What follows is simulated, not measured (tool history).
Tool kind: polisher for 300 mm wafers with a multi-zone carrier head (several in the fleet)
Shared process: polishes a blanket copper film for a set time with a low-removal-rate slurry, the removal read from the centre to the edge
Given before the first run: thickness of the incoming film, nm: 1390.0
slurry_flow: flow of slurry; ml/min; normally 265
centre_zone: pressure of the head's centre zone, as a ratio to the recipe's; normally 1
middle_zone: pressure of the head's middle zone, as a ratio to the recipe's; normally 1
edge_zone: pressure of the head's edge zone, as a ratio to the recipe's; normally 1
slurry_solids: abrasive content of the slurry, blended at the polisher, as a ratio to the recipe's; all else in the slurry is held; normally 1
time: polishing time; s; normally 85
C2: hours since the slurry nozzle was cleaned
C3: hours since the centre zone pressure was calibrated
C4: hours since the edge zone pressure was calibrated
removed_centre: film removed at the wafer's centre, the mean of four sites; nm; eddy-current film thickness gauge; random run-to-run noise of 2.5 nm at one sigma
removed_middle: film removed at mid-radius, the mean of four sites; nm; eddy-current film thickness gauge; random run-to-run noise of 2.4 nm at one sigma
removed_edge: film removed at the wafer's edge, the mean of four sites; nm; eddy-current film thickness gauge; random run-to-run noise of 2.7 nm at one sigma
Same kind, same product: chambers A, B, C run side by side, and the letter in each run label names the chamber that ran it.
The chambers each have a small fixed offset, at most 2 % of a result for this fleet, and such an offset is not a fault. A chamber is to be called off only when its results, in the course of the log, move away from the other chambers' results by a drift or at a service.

run 1C hour=13.3 | slurry_flow=265 centre_zone=1 middle_zone=1 edge_zone=1 slurry_solids=1 time=85 | wafers_polished_on_this_pad=308 C2=194.5 C3=370.6 C4=1156 | removed_centre=223.27 removed_middle=226.13 removed_edge=224.52
-- hour=20.2 chamber B: centre zone pressure recalibrated
run 2B hour=26.1 | slurry_flow=265 centre_zone=1 middle_zone=1 edge_zone=1 slurry_solids=1 time=85 | wafers_polished_on_this_pad=319 C2=477.4 C3=5.9 C4=242.6 | removed_centre=221.39 removed_middle=225.01 removed_edge=224.94
run 3A hour=39.4 | slurry_flow=265 centre_zone=1 middle_zone=1 edge_zone=1 slurry_solids=1 time=85 | wafers_polished_on_this_pad=834 C2=534.4 C3=362 C4=283.5 | removed_centre=224.47 removed_middle=230.33 removed_edge=229.22
run 4A hour=51.1 | slurry_flow=265 centre_zone=1 middle_zone=1 edge_zone=1 slurry_solids=1 time=85 | wafers_polished_on_this_pad=929 C2=546.1 C3=373.7 C4=295.2 | removed_centre=225.34 removed_middle=232.84 removed_edge=227.87
run 5B hour=67.2 | slurry_flow=265 centre_zone=1 middle_zone=1 edge_zone=1 slurry_solids=1 time=85 | wafers_polished_on_this_pad=653 C2=518.5 C3=47 C4=283.7 | removed_centre=221.77 removed_middle=224.69 removed_edge=223.27
run 6C hour=78.1 | slurry_flow=265 centre_zone=1 middle_zone=1 edge_zone=1 slurry_solids=1 time=85 | wafers_polished_on_this_pad=836 C2=259.3 C3=435.4 C4=1220.8 | removed_centre=219.28 removed_middle=227.4 removed_edge=232.43
run 7C hour=85.8 | slurry_flow=265 centre_zone=1 middle_zone=1 edge_zone=1 slurry_solids=1 time=85 | wafers_polished_on_this_pad=898 C2=267 C3=443.1 C4=1228.5 | removed_centre=224.97 removed_middle=230.21 removed_edge=225.46
-- hour=86.8 chamber C: worn pad replaced by a new one
run 8B hour=94.8 | slurry_flow=265 centre_zone=1 middle_zone=1 edge_zone=1 slurry_solids=1 time=85 | wafers_polished_on_this_pad=878 C2=546.1 C3=74.6 C4=311.3 | removed_centre=226.33 removed_middle=226.84 removed_edge=225.96
-- hour=105.5 chamber A: worn pad replaced by a new one
run 9A hour=108.9 | slurry_flow=265 centre_zone=1 middle_zone=1 edge_zone=1 slurry_solids=1 time=85 | wafers_polished_on_this_pad=28 C2=603.9 C3=431.5 C4=353 | removed_centre=226.54 removed_middle=228.8 removed_edge=227.25
-- hour=116.5 chamber B: worn pad replaced by a new one
run 10A hour=125.1 | slurry_flow=310 centre_zone=0.93 middle_zone=1 edge_zone=1 slurry_solids=1 time=85 | wafers_polished_on_this_pad=160 C2=620.1 C3=447.7 C4=369.2 | removed_centre=212.82 removed_middle=234.01 removed_edge=230.05
run 11B hour=132.6 | slurry_flow=310 centre_zone=0.93 middle_zone=1 edge_zone=1 slurry_solids=1 time=85 | wafers_polished_on_this_pad=131 C2=583.9 C3=112.4 C4=349.1 | removed_centre=208.56 removed_middle=228.94 removed_edge=226.13
-- hour=145.9 chamber B: slurry nozzle cleaned
run 12C hour=148.5 | slurry_flow=310 centre_zone=0.93 middle_zone=1 edge_zone=1 slurry_solids=1 time=85 | wafers_polished_on_this_pad=502 C2=329.7 C3=505.8 C4=1291.2 | removed_centre=208.27 removed_middle=231.07 removed_edge=230.67
run 13C hour=158.9 | slurry_flow=265 centre_zone=1 middle_zone=1 edge_zone=1 slurry_solids=1 time=85 | wafers_polished_on_this_pad=587 C2=340.1 C3=516.2 C4=1301.6 | removed_centre=225.22 removed_middle=220.89 removed_edge=228.67
run 14A hour=166.8 | slurry_flow=265 centre_zone=1 middle_zone=1 edge_zone=1 slurry_solids=1 time=85 | wafers_polished_on_this_pad=499 C2=661.8 C3=489.4 C4=410.9 | removed_centre=223.18 removed_middle=225 removed_edge=229.81
run 15B hour=180.5 | slurry_flow=265 centre_zone=1 middle_zone=1 edge_zone=1 slurry_solids=1 time=85 | wafers_polished_on_this_pad=521 C2=34.6 C3=160.3 C4=397 | removed_centre=230.6 removed_middle=226.87 removed_edge=224.43
run 16C hour=191.2 | slurry_flow=265 centre_zone=1 middle_zone=1 edge_zone=1 slurry_solids=1 time=85 | wafers_polished_on_this_pad=850 C2=372.4 C3=548.5 C4=1333.9 | removed_centre=221.16 removed_middle=226.32 removed_edge=230.06
run 17A hour=205.6 | slurry_flow=265 centre_zone=1 middle_zone=1 edge_zone=1 slurry_solids=1 time=85 | wafers_polished_on_this_pad=815 C2=700.6 C3=528.2 C4=449.7 | removed_centre=222.62 removed_middle=225.31 removed_edge=224.18
-- hour=206.1 chamber C: worn pad replaced by a new one
run 18B hour=218.6 | slurry_flow=265 centre_zone=1 middle_zone=1 edge_zone=1 slurry_solids=1 time=85 | wafers_polished_on_this_pad=831 C2=72.7 C3=198.4 C4=435.1 | removed_centre=223.77 removed_middle=231.17 removed_edge=227.8
-- hour=226.6 chamber C: edge zone pressure recalibrated
-- hour=228.4 chamber A: slurry nozzle cleaned
run 19B hour=233.2 | slurry_flow=265 centre_zone=1 middle_zone=1 edge_zone=1 slurry_solids=1 time=85 | wafers_polished_on_this_pad=950 C2=87.3 C3=213 C4=449.7 | removed_centre=225.54 removed_middle=227.66 removed_edge=223.92
-- hour=243.7 chamber A: worn pad replaced by a new one
run 20C hour=245.9 | slurry_flow=265 centre_zone=1 middle_zone=1 edge_zone=1 slurry_solids=1 time=85 | wafers_polished_on_this_pad=324 C2=427.1 C3=603.2 C4=19.4 | removed_centre=225.19 removed_middle=229.52 removed_edge=229.01
run 21A hour=258 | slurry_flow=310 centre_zone=1 middle_zone=1 edge_zone=1 slurry_solids=1 time=109 | wafers_polished_on_this_pad=117 C2=29.7 C3=580.6 C4=502.1 | removed_centre=298.08 removed_middle=304.13 removed_edge=296.04
run 22A hour=266.8 | slurry_flow=310 centre_zone=1 middle_zone=1 edge_zone=1 slurry_solids=1 time=109 | wafers_polished_on_this_pad=188 C2=38.5 C3=589.4 C4=510.9 | removed_centre=293.99 removed_middle=292.1 removed_edge=298.38
-- hour=269.4 chamber B: worn pad replaced by a new one
run 23B hour=282.1 | slurry_flow=310 centre_zone=1 middle_zone=1 edge_zone=1 slurry_solids=1 time=109 | wafers_polished_on_this_pad=103 C2=136.2 C3=261.9 C4=498.6 | removed_centre=298.04 removed_middle=294.9 removed_edge=290.91
-- hour=286.1 chamber B: edge zone pressure recalibrated
run 24C hour=298 | slurry_flow=265 centre_zone=1 middle_zone=1.06 edge_zone=1 slurry_solids=1 time=85 | wafers_polished_on_this_pad=748 C2=479.2 C3=655.3 C4=71.5 | removed_centre=224.49 removed_middle=236.94 removed_edge=226.43
run 25A hour=313.4 | slurry_flow=265 centre_zone=1 middle_zone=1.06 edge_zone=1 slurry_solids=1 time=85 | wafers_polished_on_this_pad=568 C2=85.1 C3=636 C4=557.5 | removed_centre=226.42 removed_middle=246.06 removed_edge=230.93
run 26C hour=328.4 | slurry_flow=265 centre_zone=1 middle_zone=1.06 edge_zone=1 slurry_solids=1 time=85 | wafers_polished_on_this_pad=996 C2=509.6 C3=685.7 C4=101.9 | removed_centre=223.61 removed_middle=239.15 removed_edge=226.92
run 27B hour=335.4 | slurry_flow=265 centre_zone=0.89 middle_zone=1 edge_zone=1 slurry_solids=1 time=85 | wafers_polished_on_this_pad=538 C2=189.5 C3=315.2 C4=49.4 | removed_centre=195.32 removed_middle=224.12 removed_edge=228.84
run 28B hour=348.4 | slurry_flow=265 centre_zone=0.89 middle_zone=1 edge_zone=1 slurry_solids=1 time=85 | wafers_polished_on_this_pad=643 C2=202.5 C3=328.2 C4=62.4 | removed_centre=195.72 removed_middle=226.2 removed_edge=227.48
-- hour=349.6 chamber C: worn pad replaced by a new one
run 29C hour=358.1 | slurry_flow=265 centre_zone=0.89 middle_zone=1 edge_zone=1 slurry_solids=1 time=85 | wafers_polished_on_this_pad=69 C2=539.3 C3=715.4 C4=131.6 | removed_centre=194.97 removed_middle=226.97 removed_edge=222.16
run 30A hour=373.6 | slurry_flow=265 centre_zone=1 middle_zone=1 edge_zone=1 slurry_solids=1 time=85 | wafers_polished_on_this_pad=1058 C2=145.3 C3=696.2 C4=617.7 | removed_centre=223.66 removed_middle=228.42 removed_edge=227.31
run 31B hour=385.4 | slurry_flow=265 centre_zone=1 middle_zone=1 edge_zone=1 slurry_solids=1 time=85 | wafers_polished_on_this_pad=945 C2=239.5 C3=365.2 C4=99.4 | removed_centre=225.98 removed_middle=225.98 removed_edge=222.77
-- hour=392.1 chamber B: centre zone pressure recalibrated
run 32A hour=401.5 | slurry_flow=265 centre_zone=1 middle_zone=1 edge_zone=1 slurry_solids=1 time=85 | wafers_polished_on_this_pad=1285 C2=173.2 C3=724.1 C4=645.6 | removed_centre=224.67 removed_middle=227.58 removed_edge=230.91
-- hour=406.2 chamber B: worn pad replaced by a new one
-- hour=407.9 chamber A: worn pad replaced by a new one
run 33C hour=413.1 | slurry_flow=265 centre_zone=1 middle_zone=1 edge_zone=1 slurry_solids=1 time=85 | wafers_polished_on_this_pad=517 C2=594.3 C3=770.4 C4=186.6 | removed_centre=223 removed_middle=228.84 removed_edge=229
run 34A hour=428.5 | slurry_flow=265 centre_zone=1 middle_zone=1 edge_zone=1 slurry_solids=1 time=85 | wafers_polished_on_this_pad=168 C2=200.2 C3=751.1 C4=672.6 | removed_centre=226 removed_middle=230.68 removed_edge=227.11
run 35B hour=438.9 | slurry_flow=265 centre_zone=1 middle_zone=1 edge_zone=1 slurry_solids=1 time=85 | wafers_polished_on_this_pad=266 C2=293 C3=46.8 C4=152.9 | removed_centre=226.4 removed_middle=218.36 removed_edge=220.74
run 36C hour=452.5 | slurry_flow=265 centre_zone=1 middle_zone=1 edge_zone=1 slurry_solids=1 time=85 | wafers_polished_on_this_pad=838 C2=633.7 C3=809.8 C4=226 | removed_centre=224.49 removed_middle=224.29 removed_edge=225.56
run 37B hour=464.3 | slurry_flow=265 centre_zone=1 middle_zone=1 edge_zone=1 slurry_solids=1 time=85 | wafers_polished_on_this_pad=473 C2=318.4 C3=72.2 C4=178.3 | removed_centre=225.93 removed_middle=221.94 removed_edge=223.4
run 38A hour=479.7 | slurry_flow=265 centre_zone=1 middle_zone=1 edge_zone=1 slurry_solids=1 time=85 | wafers_polished_on_this_pad=585 C2=251.4 C3=802.3 C4=723.8 | removed_centre=227.61 removed_middle=228.32 removed_edge=230.57
run 39C hour=488.2 | slurry_flow=265 centre_zone=1 middle_zone=1 edge_zone=1 slurry_solids=1 time=85 | wafers_polished_on_this_pad=1129 C2=669.4 C3=845.5 C4=261.7 | removed_centre=225.59 removed_middle=220.65 removed_edge=224.58
-- hour=492.7 chamber C: worn pad replaced by a new one
run 40B hour=499.6 | slurry_flow=265 centre_zone=1 middle_zone=1 edge_zone=1 slurry_solids=1 time=85 | wafers_polished_on_this_pad=760 C2=353.7 C3=107.5 C4=213.6 | removed_centre=223.98 removed_middle=226.19 removed_edge=225.72
run 41A hour=514 | slurry_flow=265 centre_zone=1 middle_zone=1 edge_zone=1 slurry_solids=1 time=85 | wafers_polished_on_this_pad=864 C2=285.7 C3=836.6 C4=758.1 | removed_centre=226.2 removed_middle=229.79 removed_edge=223.06
run 42C hour=524.1 | slurry_flow=265 centre_zone=1 middle_zone=1 edge_zone=1 slurry_solids=1 time=85 | wafers_polished_on_this_pad=255 C2=705.3 C3=881.4 C4=297.6 | removed_centre=221.51 removed_middle=225.48 removed_edge=227.23
-- hour=528.2 chamber B: worn pad replaced by a new one
run 43C hour=539.2 | slurry_flow=265 centre_zone=1 middle_zone=1 edge_zone=1 slurry_solids=1 time=85 | wafers_polished_on_this_pad=378 C2=720.4 C3=896.5 C4=312.7 | removed_centre=218.65 removed_middle=227.66 removed_edge=231.03
run 44B hour=550.2 | slurry_flow=265 centre_zone=1 middle_zone=1 edge_zone=1 slurry_solids=1 time=85 | wafers_polished_on_this_pad=179 C2=404.3 C3=158.1 C4=264.2 | removed_centre=224.72 removed_middle=222.86 removed_edge=220.04

Does one chamber stand apart from the rest, does the shared gauge drift, or is all well apart from small per-chamber offsets? Give the chamber and the most likely cause, where there is one.

No chamber stands off beyond its own small offset, and the gauge holds steady.
